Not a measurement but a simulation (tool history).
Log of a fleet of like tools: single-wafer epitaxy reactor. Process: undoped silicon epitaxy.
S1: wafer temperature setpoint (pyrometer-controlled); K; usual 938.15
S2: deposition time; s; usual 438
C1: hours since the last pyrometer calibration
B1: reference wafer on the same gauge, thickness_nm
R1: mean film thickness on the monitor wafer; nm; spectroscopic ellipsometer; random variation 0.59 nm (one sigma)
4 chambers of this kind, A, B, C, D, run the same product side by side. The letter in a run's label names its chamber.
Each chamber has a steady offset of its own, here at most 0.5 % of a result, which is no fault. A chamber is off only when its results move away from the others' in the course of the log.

run 1B hour=5.0 | S1=938.15 S2=438 | C1=321.6 | B1=81.974 | R1=102.160
run 2D hour=11.1 | S1=938.15 S2=438 | C1=802.3 | B1=82.076 | R1=101.770
run 3C hour=16.1 | S1=938.15 S2=438 | C1=373.2 | B1=82.035 | R1=101.810
run 4A hour=21.8 | S1=938.15 S2=438 | C1=211.8 | B1=82.102 | R1=101.190
run 5A hour=25.7 | S1=938.15 S2=438 | C1=215.7 | B1=81.938 | R1=101.060
run 6B hour=30.9 | S1=938.15 S2=438 | C1=347.5 | B1=81.934 | R1=100.330
run 7D hour=35.8 | S1=938.15 S2=438 | C1=827.0 | B1=82.035 | R1=101.600
run 8C hour=42.0 | S1=938.15 S2=438 | C1=399.1 | B1=82.002 | R1=100.170
run 9A hour=47.8 | S1=932.15 S2=438 | C1=237.8 | B1=82.041 | R1=88.599
run 10D hour=51.8 | S1=932.15 S2=438 | C1=843.0 | B1=81.912 | R1=88.623
run 11B hour=58.0 | S1=932.15 S2=438 | C1=374.6 | B1=82.138 | R1=89.068
run 12C hour=63.2 | S1=932.15 S2=438 | C1=420.3 | B1=82.017 | R1=88.134
run 13D hour=68.9 | S1=938.15 S2=438 | C1=860.1 | B1=82.053 | R1=102.150
run 14C hour=75.3 | S1=926.15 S2=438 | C1=432.4 | B1=81.964 | R1=76.798
run 15A hour=79.5 | S1=926.15 S2=438 | C1=269.5 | B1=82.046 | R1=78.924
run 16B hour=83.5 | S1=926.15 S2=438 | C1=400.1 | B1=82.036 | R1=78.082
run 17A hour=89.9 | S1=926.15 S2=438 | C1=279.9 | B1=82.123 | R1=78.701
run 18C hour=94.5 | S1=938.15 S2=438 | C1=451.6 | B1=82.014 | R1=98.926
run 19B hour=97.4 | S1=938.15 S2=354 | C1=414.0 | B1=82.078 | R1=81.620
run 20D hour=102.4 | S1=938.15 S2=354 | C1=893.6 | B1=81.984 | R1=82.196
run 21B hour=107.6 | S1=938.15 S2=354 | C1=424.2 | B1=82.151 | R1=82.923
run 22C hour=112.0 | S1=938.15 S2=354 | C1=469.1 | B1=82.016 | R1=78.798
run 23A hour=117.7 | S1=938.15 S2=438 | C1=307.7 | B1=81.907 | R1=101.650
run 24D hour=123.9 | S1=938.15 S2=438 | C1=915.1 | B1=81.941 | R1=101.980
run 25B hour=128.2 | S1=943.15 S2=438 | C1=444.8 | B1=82.102 | R1=110.790
run 26C hour=131.8 | S1=943.15 S2=438 | C1=488.9 | B1=81.904 | R1=108.710
run 27A hour=137.9 | S1=943.15 S2=438 | C1=327.9 | B1=82.085 | R1=113.030
run 28D hour=141.1 | S1=943.15 S2=438 | C1=932.3 | B1=81.998 | R1=113.170
run 29C hour=144.1 | S1=938.15 S2=438 | C1=501.2 | B1=82.153 | R1=98.517
run 30B hour=148.1 | S1=938.15 S2=438 | C1=464.7 | B1=81.974 | R1=101.520
run 31D hour=153.6 | S1=938.15 S2=438 | C1=944.8 | B1=82.009 | R1=101.840
run 32A hour=158.3 | S1=938.15 S2=438 | C1=348.3 | B1=81.871 | R1=102.420
run 33D hour=164.2 | S1=938.15 S2=438 | C1=955.4 | B1=82.068 | R1=100.940

Is one chamber off against the others, does the gauge drift, or is nothing wrong? If a chamber is off, say which, and what the likeliest cause is.

Chamber C drifts away from the others.
Cause: wafer temperature below the value expected at the setpoint (K) = 2.03.

Here are 4 candidates for chamber C's next run, each the usual settings with a change, their results left as question marks. Which one brings its results back in line with what the others give on the usual settings?
In line means no further than this from the other chambers' mean on the usual settings: R1 2.100 nm
run 34C-1 hour=168.7 | S1=938.15 S2=433 | R1=?
run 34C-2 hour=168.7 | S1=938.15 S2=417 | R1=?
run 34C-3 hour=168.7 | S1=940.15 S2=438 | R1=?
run 34C-4 hour=168.7 | S1=938.15 S2=443 | R1=?

The other chambers' mean on the usual settings: R1 101.690 nm
run=34C-1 R1=95.904
run=34C-2 R1=92.360
run=34C-3 R1=101.190
run=34C-4 R1=98.118
34C-3 brings the chamber back in line.
